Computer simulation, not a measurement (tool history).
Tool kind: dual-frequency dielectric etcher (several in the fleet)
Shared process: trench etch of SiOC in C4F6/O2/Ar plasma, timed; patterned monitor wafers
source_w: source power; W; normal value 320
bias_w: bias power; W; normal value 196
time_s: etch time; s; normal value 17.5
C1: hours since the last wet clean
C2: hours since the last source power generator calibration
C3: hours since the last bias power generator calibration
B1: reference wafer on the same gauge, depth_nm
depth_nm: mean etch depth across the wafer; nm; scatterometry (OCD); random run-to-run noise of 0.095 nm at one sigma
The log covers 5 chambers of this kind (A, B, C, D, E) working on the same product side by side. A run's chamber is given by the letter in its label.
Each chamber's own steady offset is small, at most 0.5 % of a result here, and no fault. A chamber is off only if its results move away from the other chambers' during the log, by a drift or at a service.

run 1A day=0.583 | source_w=320 bias_w=196 time_s=17.5 | C1=38.4 C2=2380.2 C3=286.3 | B1=40.806 | depth_nm=34.321
run 2E day=1.138 | source_w=320 bias_w=196 time_s=17.5 | C1=115.1 C2=884.3 C3=1961.9 | B1=40.826 | depth_nm=34.291
run 3D day=1.458 | source_w=320 bias_w=196 time_s=17.5 | C1=376.9 C2=1123.0 C3=768.8 | B1=40.812 | depth_nm=33.965
run 4C day=1.983 | source_w=320 bias_w=196 time_s=17.5 | C1=265.7 C2=4131.7 C3=2815.6 | B1=40.816 | depth_nm=34.249
-- day=2.229 chamber D: wet clean of the chamber
run 5B day=2.450 | source_w=320 bias_w=196 time_s=17.5 | C1=335.7 C2=2407.6 C3=2453.5 | B1=40.790 | depth_nm=34.402
run 6E day=3.038 | source_w=320 bias_w=196 time_s=17.5 | C1=160.7 C2=929.9 C3=2007.5 | B1=40.807 | depth_nm=34.189
run 7A day=3.458 | source_w=320 bias_w=196 time_s=17.5 | C1=107.4 C2=2449.2 C3=355.3 | B1=40.774 | depth_nm=34.204
run 8D day=3.933 | source_w=320 bias_w=196 time_s=17.5 | C1=40.9 C2=1182.4 C3=828.2 | B1=40.810 | depth_nm=34.144
run 9B day=4.271 | source_w=320 bias_w=196 time_s=17.5 | C1=379.4 C2=2451.3 C3=2497.2 | B1=40.795 | depth_nm=34.280
run 10C day=4.654 | source_w=320 bias_w=196 time_s=17.5 | C1=329.8 C2=4195.8 C3=2879.7 | B1=40.815 | depth_nm=34.149
run 11A day=4.967 | source_w=320 bias_w=196 time_s=17.5 | C1=143.6 C2=2485.4 C3=391.5 | B1=40.790 | depth_nm=34.217
-- day=5.292 chamber A: source power generator calibrated
run 12C day=5.333 | source_w=320 bias_w=196 time_s=17.5 | C1=346.1 C2=4212.1 C3=2896.0 | B1=40.801 | depth_nm=34.259
-- day=5.412 chamber C: bias power generator calibrated
run 13D day=5.638 | source_w=320 bias_w=196 time_s=17.5 | C1=81.8 C2=1223.3 C3=869.1 | B1=40.784 | depth_nm=34.170
run 14E day=6.008 | source_w=320 bias_w=196 time_s=17.5 | C1=232.0 C2=1001.2 C3=2078.8 | B1=40.798 | depth_nm=34.192
run 15B day=6.404 | source_w=320 bias_w=196 time_s=17.5 | C1=430.6 C2=2502.5 C3=2548.4 | B1=40.823 | depth_nm=34.288
run 16E day=6.938 | source_w=320 bias_w=196 time_s=17.5 | C1=254.3 C2=1023.5 C3=2101.1 | B1=40.771 | depth_nm=34.041
run 17A day=7.483 | source_w=320 bias_w=196 time_s=17.5 | C1=204.0 C2=52.6 C3=451.9 | B1=40.820 | depth_nm=34.197
run 18B day=8.025 | source_w=320 bias_w=196 time_s=17.5 | C1=469.5 C2=2541.4 C3=2587.3 | B1=40.795 | depth_nm=34.289
-- day=8.425 chamber B: wet clean of the chamber
run 19C day=8.429 | source_w=320 bias_w=196 time_s=17.5 | C1=420.4 C2=4286.4 C3=72.4 | B1=40.776 | depth_nm=34.098
run 20D day=9.021 | source_w=320 bias_w=196 time_s=17.5 | C1=163.0 C2=1304.5 C3=950.3 | B1=40.805 | depth_nm=34.076
run 21A day=9.400 | source_w=320 bias_w=196 time_s=17.5 | C1=250.0 C2=98.6 C3=497.9 | B1=40.825 | depth_nm=34.132
run 22C day=9.842 | source_w=320 bias_w=196 time_s=17.5 | C1=454.3 C2=4320.3 C3=106.3 | B1=40.805 | depth_nm=34.029
run 23D day=10.188 | source_w=320 bias_w=196 time_s=17.5 | C1=191.0 C2=1332.5 C3=978.3 | B1=40.782 | depth_nm=34.007
run 24E day=10.492 | source_w=320 bias_w=196 time_s=17.5 | C1=339.6 C2=1108.8 C3=2186.4 | B1=40.796 | depth_nm=34.275
run 25B day=10.888 | source_w=320 bias_w=196 time_s=17.5 | C1=59.2 C2=2610.1 C3=2656.0 | B1=40.805 | depth_nm=34.855
run 26C day=11.254 | source_w=320 bias_w=196 time_s=17.5 | C1=488.2 C2=4354.2 C3=140.2 | B1=40.776 | depth_nm=34.227
run 27D day=11.704 | source_w=320 bias_w=196 time_s=17.5 | C1=227.4 C2=1368.9 C3=1014.7 | B1=40.791 | depth_nm=34.115
run 28A day=12.125 | source_w=320 bias_w=196 time_s=17.5 | C1=315.4 C2=164.0 C3=563.3 | B1=40.799 | depth_nm=34.251
run 29B day=12.546 | source_w=320 bias_w=196 time_s=17.5 | C1=99.0 C2=2649.9 C3=2695.8 | B1=40.773 | depth_nm=34.866
run 30E day=12.829 | source_w=320 bias_w=196 time_s=17.5 | C1=395.7 C2=1164.9 C3=2242.5 | B1=40.803 | depth_nm=34.042
run 31E day=13.179 | source_w=260 bias_w=196 time_s=17.5 | C1=404.1 C2=1173.3 C3=2250.9 | B1=40.804 | depth_nm=31.547
-- day=13.792 chamber C: wet clean of the chamber
run 32B day=13.800 | source_w=260 bias_w=196 time_s=17.5 | C1=129.1 C2=2680.0 C3=2725.9 | B1=40.792 | depth_nm=32.406
run 33A day=14.238 | source_w=260 bias_w=196 time_s=17.5 | C1=366.1 C2=214.7 C3=614.0 | B1=40.807 | depth_nm=31.526
run 34D day=14.750 | source_w=260 bias_w=196 time_s=17.5 | C1=300.5 C2=1442.0 C3=1087.8 | B1=40.799 | depth_nm=31.506
-- day=14.762 chamber C: source power generator calibrated
run 35C day=15.358 | source_w=260 bias_w=196 time_s=17.5 | C1=37.7 C2=14.3 C3=238.7 | B1=40.776 | depth_nm=31.652
run 36D day=15.638 | source_w=320 bias_w=196 time_s=17.5 | C1=321.8 C2=1463.3 C3=1109.1 | B1=40.815 | depth_nm=34.253

Read the log: is a single chamber off, either drifting away or since a service, is the gauge that measures every chamber drifting, or is nothing wrong beyond small per-chamber offsets? Name any odd chamber and what most likely caused it.

The work done on chamber B during a service left it standing apart from the others.
What lies behind it: etch rate over this chamber's usual, % = 1.66.

Here are 4 candidates for chamber B's next run, each the usual settings with a change, their results left as question marks. Which one brings its results back in line with what the others give on the usual settings?
In-line tolerance around the mean of the other chambers on the usual settings: depth_nm 0.330 nm
run 37B-1 day=16.083 | source_w=320 bias_w=195 time_s=17.5 | depth_nm=?
run 37B-2 day=16.083 | source_w=310 bias_w=190 time_s=17.5 | depth_nm=?
run 37B-3 day=16.083 | source_w=320 bias_w=199 time_s=17.5 | depth_nm=?
run 37B-4 day=16.083 | source_w=330 bias_w=202 time_s=17.5 | depth_nm=?

What the other chambers average on the usual settings: depth_nm 34.169 nm
run=37B-1 depth_nm=34.927
run=37B-2 depth_nm=34.213
run=37B-3 depth_nm=35.158
run=37B-4 depth_nm=35.751
37B-2 brings the chamber back in line.

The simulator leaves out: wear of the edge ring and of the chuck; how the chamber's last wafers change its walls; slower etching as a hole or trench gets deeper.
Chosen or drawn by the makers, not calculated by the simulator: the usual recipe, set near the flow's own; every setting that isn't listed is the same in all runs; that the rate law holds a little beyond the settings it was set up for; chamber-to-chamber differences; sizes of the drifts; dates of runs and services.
